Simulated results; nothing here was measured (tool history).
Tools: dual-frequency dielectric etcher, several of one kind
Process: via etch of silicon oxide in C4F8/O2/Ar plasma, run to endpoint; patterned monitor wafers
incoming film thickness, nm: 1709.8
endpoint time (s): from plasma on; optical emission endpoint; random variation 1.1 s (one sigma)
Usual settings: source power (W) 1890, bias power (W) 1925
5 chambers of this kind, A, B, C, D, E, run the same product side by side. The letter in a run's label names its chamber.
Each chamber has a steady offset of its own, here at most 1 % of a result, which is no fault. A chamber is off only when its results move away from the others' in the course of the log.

| run | hour | source power (W) | bias power (W) | hours since the last wet clean | hours since the last source power generator calibration | hours since the last bias power generator calibration | endpoint time (s) |
|---|---|---|---|---|---|---|---|
| 1C | 3.8 | 1890 | 1925 | 78.1 | 3795.2 | 278.9 | 350.33 |
| 2E | 9.8 | 1890 | 1925 | 250.4 | 523.5 | 1676.3 | 345.20 |
| 3B | 16.6 | 1890 | 1925 | 536.8 | 759.6 | 850.4 | 348.73 |
| 4D | 21.3 | 1890 | 1925 | 457.7 | 184.2 | 608.9 | 346.59 |
| 5A | 24.9 | 1890 | 1925 | 219.7 | 3969.4 | 3236.1 | 348.92 |
| 6E | 30.0 | 1890 | 1729 | 270.6 | 543.7 | 1696.5 | 357.13 |
| 7D | 33.5 | 1890 | 1729 | 469.9 | 196.4 | 621.1 | 357.28 |
|  | 35.9 | chamber E: bias power generator calibrated |
| 8A | 39.4 | 1890 | 1729 | 234.2 | 3983.9 | 3250.6 | 360.39 |
| 9C | 44.1 | 1890 | 1729 | 118.4 | 3835.5 | 319.2 | 361.90 |
| 10B | 50.2 | 1890 | 1729 | 570.4 | 793.2 | 884.0 | 362.75 |
| 11A | 54.9 | 1890 | 2262 | 249.7 | 3999.4 | 3266.1 | 333.44 |
| 12D | 59.8 | 1890 | 2262 | 496.2 | 222.7 | 647.4 | 330.53 |
| 13B | 64.0 | 1890 | 2262 | 584.2 | 807.0 | 897.8 | 334.88 |
| 14E | 70.2 | 1890 | 2262 | 310.8 | 583.9 | 34.4 | 335.69 |
| 15C | 77.0 | 1890 | 2262 | 151.3 | 3868.4 | 352.1 | 334.76 |
| 16A | 81.3 | 1890 | 1925 | 276.1 | 4025.8 | 3292.5 | 348.87 |
|  | 85.2 | chamber B: wet clean of the chamber |
| 17E | 86.5 | 1890 | 1925 | 327.1 | 600.2 | 50.7 | 351.80 |
| 18B | 90.1 | 1890 | 1925 | 5.0 | 833.1 | 923.9 | 351.89 |
| 19D | 94.3 | 1890 | 1925 | 530.7 | 257.2 | 681.9 | 346.30 |
| 20C | 100.7 | 1890 | 1925 | 175.0 | 3892.1 | 375.8 | 350.36 |
| 21E | 107.0 | 1890 | 1925 | 347.6 | 620.7 | 71.2 | 353.92 |
| 22A | 113.1 | 1890 | 1925 | 307.9 | 4057.6 | 3324.3 | 349.52 |
| 23C | 118.5 | 1890 | 1925 | 192.8 | 3909.9 | 393.6 | 349.97 |
| 24D | 122.5 | 1890 | 1925 | 558.9 | 285.4 | 710.1 | 347.29 |
| 25B | 127.1 | 1890 | 1925 | 42.0 | 870.1 | 960.9 | 352.44 |
| 26D | 133.1 | 2070 | 1723 | 569.5 | 296.0 | 720.7 | 344.56 |
| 27B | 136.7 | 2070 | 1723 | 51.6 | 879.7 | 970.5 | 350.21 |
| 28A | 140.7 | 2070 | 1723 | 335.5 | 4085.2 | 3351.9 | 349.34 |
| 29E | 146.1 | 2070 | 1723 | 386.7 | 659.8 | 110.3 | 352.53 |
|  | 148.5 | chamber A: wet clean of the chamber |
| 30C | 151.0 | 2070 | 1723 | 225.3 | 3942.4 | 426.1 | 348.09 |
| 31D | 157.6 | 1890 | 1925 | 594.0 | 320.5 | 745.2 | 346.46 |
| 32A | 160.8 | 1890 | 1925 | 12.3 | 4105.3 | 3372.0 | 348.51 |
| 33B | 166.6 | 1890 | 1925 | 81.5 | 909.6 | 1000.4 | 349.54 |
| 34C | 169.9 | 1890 | 1925 | 244.2 | 3961.3 | 445.0 | 349.01 |

All 5 chambers run these settings next. Forecast each chamber's results:
| 35A | 174.9 | 1890 | 1462 |  |  |  | ? |
| 35B | 174.9 | 1890 | 1462 |  |  |  | ? |
| 35C | 174.9 | 1890 | 1462 |  |  |  | ? |
| 35D | 174.9 | 1890 | 1462 |  |  |  | ? |
| 35E | 174.9 | 1890 | 1462 |  |  |  | ? |

| run | endpoint time (s) |
|---|---|
| 35A | 374.41 |
| 35B | 377.06 |
| 35C | 375.98 |
| 35D | 374.00 |
| 35E | 384.48 |

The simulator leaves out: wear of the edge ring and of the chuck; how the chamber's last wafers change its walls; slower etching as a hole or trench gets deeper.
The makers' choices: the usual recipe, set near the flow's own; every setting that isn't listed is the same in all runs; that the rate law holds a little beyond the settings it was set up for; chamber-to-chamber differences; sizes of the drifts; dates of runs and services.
